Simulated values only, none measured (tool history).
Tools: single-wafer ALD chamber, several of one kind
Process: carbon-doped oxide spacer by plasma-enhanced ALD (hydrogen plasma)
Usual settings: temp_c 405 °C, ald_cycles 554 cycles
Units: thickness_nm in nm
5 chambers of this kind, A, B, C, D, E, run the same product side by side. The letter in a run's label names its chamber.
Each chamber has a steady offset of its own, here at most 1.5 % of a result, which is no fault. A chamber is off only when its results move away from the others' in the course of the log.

run,hour,temp_c,ald_cycles,hours since the last thermocouple change,"read-back reference wafer on the same gauge, thickness_nm",thickness_nm
1C,6.9,405,554,572.0,24.299,27.424
2B,19.6,405,554,993.7,24.294,27.355
3A,31.5,405,554,121.5,24.268,27.627
4E,37.1,405,554,1169.8,24.294,27.100
5D,45.5,397,600,213.9,24.302,30.096
6C,53.5,397,600,618.6,24.301,29.815
7D,62.6,397,600,231.0,24.262,30.214
8B,70.1,397,600,1044.2,24.303,30.065
9A,77.7,397,600,167.7,24.354,30.433
10E,89.5,405,554,1222.2,24.305,27.287
11B,97.7,405,554,1071.8,24.286,27.155
12C,104.7,405,554,669.8,24.270,26.807
13E,116.4,405,554,1249.1,24.326,27.176
14A,122.9,405,554,212.9,24.289,27.431
15D,132.5,405,554,300.9,24.300,27.159
16A,144.6,405,554,234.6,24.288,27.558
17B,154.7,405,554,1128.8,24.316,27.451
18C,160.2,405,554,725.3,24.309,27.003
19E,171.4,405,554,1304.1,24.280,27.200
20D,183.5,405,554,351.9,24.293,27.377
21E,191.7,405,554,1324.4,24.281,27.256
22D,201.5,405,554,369.9,24.301,27.582
23B,211.0,405,554,1185.1,24.285,27.316
24A,220.9,405,554,310.9,24.285,27.717
25C,233.0,405,554,798.1,24.293,26.728
26B,238.6,405,554,1212.7,24.324,27.489
27C,249.3,405,554,814.4,24.318,27.077
28A,254.9,405,554,344.9,24.302,27.516
29E,263.7,405,554,1396.4,24.304,27.142
30D,276.2,405,554,444.6,24.298,27.123
31A,285.0,405,554,375.0,24.299,27.527
32D,295.7,405,554,464.1,24.317,27.164
33B,302.1,405,554,1276.2,24.284,27.285
34C,312.8,405,554,877.9,24.314,27.082
35E,323.1,405,554,1455.8,24.288,27.123

All 5 chambers run these settings next. Forecast each chamber's results:
36A,332.2,394,554,,,?
36B,332.2,394,554,,,?
36C,332.2,394,554,,,?
36D,332.2,394,554,,,?
36E,332.2,394,554,,,?

run,thickness_nm
36A,28.000
36B,27.617
36C,27.718
36D,27.811
36E,27.559
